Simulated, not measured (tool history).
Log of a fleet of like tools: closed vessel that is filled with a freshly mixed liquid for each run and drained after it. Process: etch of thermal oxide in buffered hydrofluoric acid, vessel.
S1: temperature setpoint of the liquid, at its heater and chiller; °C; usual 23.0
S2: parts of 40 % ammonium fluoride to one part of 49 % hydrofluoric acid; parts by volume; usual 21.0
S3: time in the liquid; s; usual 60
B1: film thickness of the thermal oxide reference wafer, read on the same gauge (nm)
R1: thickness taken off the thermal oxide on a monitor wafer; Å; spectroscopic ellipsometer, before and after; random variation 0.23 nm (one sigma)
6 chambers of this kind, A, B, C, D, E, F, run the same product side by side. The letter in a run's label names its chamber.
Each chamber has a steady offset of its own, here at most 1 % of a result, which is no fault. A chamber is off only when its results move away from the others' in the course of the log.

Run 1E, hour 9.5: usual settings; B1 109.99. Result: R1 328.64 Å.
Run 2C, hour 17.2: usual settings; B1 110.00. Result: R1 329.74 Å.
Run 3D, hour 26.3: usual settings; B1 110.00. Result: R1 326.68 Å.
Run 4F, hour 36.0: usual settings; B1 110.01. Result: R1 328.48 Å.
Run 5B, hour 43.2: usual settings; B1 109.99. Result: R1 329.00 Å.
Run 6A, hour 53.2: usual settings; B1 110.00. Result: R1 326.80 Å.
Run 7B, hour 63.1: usual settings; B1 110.01. Result: R1 327.67 Å.
Run 8E, hour 68.9: usual settings; B1 110.00. Result: R1 328.71 Å.
Run 9A, hour 79.4: usual settings; B1 110.00. Result: R1 328.31 Å.
At hour 84.3: chamber A: hydrofluoric acid flow meter replaced.
Run 10C, hour 90.8: usual settings; B1 110.01. Result: R1 329.51 Å.
Run 11F, hour 98.8: usual settings; B1 110.00. Result: R1 323.25 Å.
Run 12D, hour 108.7: usual settings; B1 109.99. Result: R1 329.23 Å.
Run 13A, hour 116.5: usual settings; B1 110.01. Result: R1 329.79 Å.
Run 14B, hour 127.3: usual settings; B1 110.02. Result: R1 326.84 Å.
Run 15E, hour 138.4: usual settings; B1 110.00. Result: R1 328.90 Å.
Run 16F, hour 148.6: usual settings but S1 20.5 °C, S3 90 s; B1 110.01. Result: R1 427.18 Å.
Run 17D, hour 156.1: usual settings but S1 20.5 °C, S3 90 s; B1 110.01. Result: R1 428.25 Å.
Run 18C, hour 163.9: usual settings but S1 20.5 °C, S3 90 s; B1 109.99. Result: R1 432.95 Å.
Run 19D, hour 170.9: usual settings but S1 20.5 °C, S3 90 s; B1 109.99. Result: R1 428.81 Å.
Run 20E, hour 176.6: usual settings but S1 20.5 °C, S3 90 s; B1 109.98. Result: R1 425.68 Å.
Run 21F, hour 186.4: usual settings but S1 20.5 °C, S3 90 s; B1 110.01. Result: R1 424.20 Å.
Run 22A, hour 191.9: usual settings; B1 110.00. Result: R1 330.08 Å.
Run 23B, hour 197.1: usual settings; B1 109.99. Result: R1 327.56 Å.
Run 24C, hour 206.7: usual settings; B1 110.01. Result: R1 339.21 Å.
Run 25E, hour 214.8: usual settings; B1 109.99. Result: R1 334.02 Å.
Run 26D, hour 225.0: usual settings; B1 110.02. Result: R1 327.29 Å.
Run 27A, hour 235.2: usual settings; B1 110.01. Result: R1 329.52 Å.
Run 28B, hour 243.2: usual settings; B1 109.99. Result: R1 331.31 Å.
Run 29C, hour 248.2: usual settings; B1 110.01. Result: R1 339.01 Å.
Run 30F, hour 258.0: usual settings but S2 17.5 parts by volume; B1 109.99. Result: R1 387.93 Å.
Run 31D, hour 268.4: usual settings but S2 17.5 parts by volume; B1 110.01. Result: R1 383.93 Å.
Run 32E, hour 279.9: usual settings but S2 17.5 parts by volume; B1 110.02. Result: R1 385.05 Å.
Run 33A, hour 286.3: usual settings but S2 17.5 parts by volume; B1 110.01. Result: R1 388.70 Å.
Run 34B, hour 294.1: usual settings but S2 17.5 parts by volume; B1 110.00. Result: R1 386.30 Å.
Run 35F, hour 302.8: usual settings but S2 17.5 parts by volume; B1 109.99. Result: R1 387.16 Å.
Run 36C, hour 311.6: usual settings; B1 109.98. Result: R1 349.32 Å.
Run 37E, hour 322.5: usual settings; B1 110.00. Result: R1 327.62 Å.
Run 38F, hour 328.1: usual settings; B1 110.00. Result: R1 327.13 Å.
Run 39B, hour 335.6: usual settings but S2 28.5 parts by volume; B1 110.00. Result: R1 265.28 Å.
Run 40D, hour 346.4: usual settings but S2 28.5 parts by volume; B1 109.98. Result: R1 261.41 Å.
Run 41C, hour 354.1: usual settings but S2 28.5 parts by volume; B1 110.02. Result: R1 281.04 Å.
Run 42A, hour 360.4: usual settings but S2 28.5 parts by volume; B1 110.01. Result: R1 263.45 Å.
Run 43F, hour 368.8: usual settings but S2 28.5 parts by volume; B1 110.00. Result: R1 263.08 Å.

What goes on in this fleet: one chamber off, a drifting gauge, or nothing beyond the chambers' own small offsets? Name the chamber and the cause, if any.

Chamber C drifts away from the others.
Cause: liquid hotter than its thermometer reads (K) = 1.02.
The log may not tell that from: hydrofluoric acid flow above the setpoint (%).

Here are 4 candidates for chamber C's next run, each the usual settings with a change, their results left as question marks. Which one brings its results back in line with what the others give on the usual settings?
In line means no further than this from the other chambers' mean on the usual settings: R1 8.00 Å
Run 44C-1, hour 377.0: usual settings but S1 24.0 °C. Result: R1 ?.
Run 44C-2, hour 377.0: usual settings but S1 25.0 °C. Result: R1 ?.
Run 44C-3, hour 377.0: usual settings but S1 22.0 °C. Result: R1 ?.
Run 44C-4, hour 377.0: usual settings but S2 25.0 parts by volume. Result: R1 ?.

The other chambers' mean on the usual settings: R1 327.64 Å
  run      R1
44C-1  365.87
44C-2  386.47
44C-3  327.55
44C-4  307.19
44C-3 brings the chamber back in line.

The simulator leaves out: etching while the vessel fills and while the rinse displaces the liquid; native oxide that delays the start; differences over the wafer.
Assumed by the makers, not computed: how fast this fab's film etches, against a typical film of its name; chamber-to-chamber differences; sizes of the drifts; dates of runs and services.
